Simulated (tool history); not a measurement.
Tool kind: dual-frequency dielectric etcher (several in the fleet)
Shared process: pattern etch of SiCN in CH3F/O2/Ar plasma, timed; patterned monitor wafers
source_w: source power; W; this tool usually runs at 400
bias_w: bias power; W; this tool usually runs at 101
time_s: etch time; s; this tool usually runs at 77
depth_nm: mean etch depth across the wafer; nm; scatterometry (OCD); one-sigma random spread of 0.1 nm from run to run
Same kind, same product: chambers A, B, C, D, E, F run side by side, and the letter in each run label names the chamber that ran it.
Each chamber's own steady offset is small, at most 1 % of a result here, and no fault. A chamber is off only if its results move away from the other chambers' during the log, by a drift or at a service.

| run | hour | source_w | bias_w | time_s | hours since the last wet clean | hours since the last source power generator calibration | hours since the last bias power generator calibration | read-back reference wafer on the same gauge, depth_nm | depth_nm |
|---|---|---|---|---|---|---|---|---|---|
| 1C | 7.5 | 400 | 101 | 77 | 521.7 | 94.4 | 1281.6 | 34.200 | 33.033 |
|  | 21.7 | chamber C: wet clean of the chamber |
| 2D | 22.0 | 400 | 101 | 77 | 278.4 | 1646.3 | 1664.5 | 34.202 | 32.572 |
| 3A | 32.3 | 400 | 101 | 77 | 223.8 | 1562.2 | 2197.4 | 34.185 | 32.684 |
| 4E | 42.7 | 400 | 101 | 77 | 73.6 | 2503.3 | 1779.2 | 34.199 | 32.901 |
| 5F | 56.7 | 400 | 101 | 77 | 398.8 | 1255.3 | 1303.1 | 34.176 | 32.383 |
| 6B | 65.4 | 400 | 101 | 77 | 203.4 | 869.9 | 4061.9 | 34.236 | 32.502 |
| 7E | 74.5 | 400 | 101 | 77 | 105.4 | 2535.1 | 1811.0 | 34.183 | 32.717 |
| 8B | 88.0 | 400 | 101 | 77 | 226.0 | 892.5 | 4084.5 | 34.206 | 32.681 |
| 9C | 102.2 | 400 | 101 | 77 | 80.6 | 189.1 | 1376.3 | 34.178 | 32.787 |
| 10F | 115.1 | 400 | 101 | 77 | 457.2 | 1313.7 | 1361.5 | 34.201 | 32.344 |
| 11D | 124.5 | 340 | 85 | 77 | 380.9 | 1748.8 | 1767.0 | 34.216 | 28.644 |
| 12A | 136.4 | 340 | 85 | 77 | 327.9 | 1666.3 | 2301.5 | 34.218 | 28.993 |
| 13A | 151.4 | 340 | 85 | 77 | 342.9 | 1681.3 | 2316.5 | 34.196 | 28.964 |
| 14D | 166.5 | 340 | 85 | 77 | 422.9 | 1790.8 | 1809.0 | 34.189 | 28.706 |
| 15B | 177.2 | 340 | 85 | 77 | 315.2 | 981.7 | 4173.7 | 34.184 | 28.983 |
| 16F | 185.1 | 340 | 85 | 77 | 527.2 | 1383.7 | 1431.5 | 34.184 | 28.650 |
| 17E | 195.1 | 400 | 101 | 77 | 226.0 | 2655.7 | 1931.6 | 34.211 | 32.744 |
| 18C | 202.1 | 400 | 101 | 77 | 180.5 | 289.0 | 1476.2 | 34.198 | 32.829 |
| 19A | 212.1 | 400 | 101 | 77 | 403.6 | 1742.0 | 2377.2 | 34.173 | 32.911 |
| 20E | 222.9 | 400 | 101 | 77 | 253.8 | 2683.5 | 1959.4 | 34.202 | 32.843 |
|  | 224.5 | chamber F: bias power generator calibrated |
| 21B | 234.0 | 400 | 101 | 77 | 372.0 | 1038.5 | 4230.5 | 34.179 | 32.918 |
|  | 242.3 | chamber F: wet clean of the chamber |
| 22C | 246.8 | 400 | 101 | 77 | 225.2 | 333.7 | 1520.9 | 34.217 | 32.674 |
|  | 250.6 | chamber C: bias power generator calibrated |
| 23F | 257.9 | 400 | 101 | 77 | 15.6 | 1456.5 | 33.5 | 34.196 | 32.324 |
| 24D | 272.7 | 400 | 101 | 77 | 529.1 | 1897.0 | 1915.2 | 34.204 | 32.657 |
|  | 275.5 | chamber A: wet clean of the chamber |
| 25C | 284.7 | 400 | 101 | 77 | 263.1 | 371.6 | 34.2 | 34.198 | 32.817 |
| 26B | 293.2 | 370 | 93 | 77 | 431.2 | 1097.7 | 4289.7 | 34.191 | 31.158 |
| 27D | 300.0 | 370 | 93 | 77 | 556.4 | 1924.3 | 1942.5 | 34.202 | 30.542 |
| 28F | 314.5 | 370 | 93 | 77 | 72.2 | 1513.1 | 90.1 | 34.191 | 30.419 |
| 29E | 322.9 | 370 | 93 | 77 | 353.8 | 2783.5 | 2059.4 | 34.189 | 30.660 |
| 30A | 335.0 | 370 | 93 | 77 | 59.5 | 1864.9 | 2500.1 | 34.193 | 30.997 |
| 31E | 349.5 | 370 | 93 | 77 | 380.4 | 2810.1 | 2086.0 | 34.190 | 30.823 |
|  | 350.1 | chamber B: bias power generator calibrated |
|  | 351.9 | chamber D: wet clean of the chamber |
| 32C | 358.9 | 400 | 101 | 77 | 337.3 | 445.8 | 108.4 | 34.195 | 32.658 |
| 33F | 368.5 | 400 | 101 | 77 | 126.2 | 1567.1 | 144.1 | 34.194 | 32.623 |
| 34D | 382.3 | 350 | 90 | 77 | 30.4 | 2006.6 | 2024.8 | 34.184 | 29.744 |
| 35B | 396.3 | 350 | 90 | 77 | 534.3 | 1200.8 | 46.3 | 34.213 | 30.266 |
|  | 401.5 | chamber E: wet clean of the chamber |
| 36A | 404.9 | 350 | 90 | 77 | 129.4 | 1934.8 | 2570.0 | 34.187 | 30.015 |
| 37E | 413.8 | 350 | 90 | 77 | 12.3 | 2874.4 | 2150.3 | 34.218 | 29.798 |
| 38D | 420.8 | 350 | 90 | 77 | 68.9 | 2045.1 | 2063.3 | 34.213 | 29.669 |
| 39B | 433.7 | 350 | 90 | 77 | 571.7 | 1238.2 | 83.7 | 34.182 | 30.184 |
| 40C | 447.5 | 400 | 101 | 77 | 425.9 | 534.4 | 197.0 | 34.210 | 32.849 |
| 41A | 458.7 | 400 | 101 | 77 | 183.2 | 1988.6 | 2623.8 | 34.198 | 32.770 |
| 42F | 469.5 | 400 | 101 | 77 | 227.2 | 1668.1 | 245.1 | 34.206 | 32.370 |
| 43B | 484.9 | 400 | 101 | 77 | 622.9 | 1289.4 | 134.9 | 34.180 | 33.357 |

All chambers now run identical settings, listed one chamber a line with results as question marks. What results will each chamber show?
| 44A | 496.0 | 400 | 101 | 55 |  |  |  |  | ? |
| 44B | 496.0 | 400 | 101 | 55 |  |  |  |  | ? |
| 44C | 496.0 | 400 | 101 | 55 |  |  |  |  | ? |
| 44D | 496.0 | 400 | 101 | 55 |  |  |  |  | ? |
| 44E | 496.0 | 400 | 101 | 55 |  |  |  |  | ? |
| 44F | 496.0 | 400 | 101 | 55 |  |  |  |  | ? |

| run | depth_nm |
|---|---|
| 44A | 23.320 |
| 44B | 23.842 |
| 44C | 23.401 |
| 44D | 23.338 |
| 44E | 23.265 |
| 44F | 23.115 |
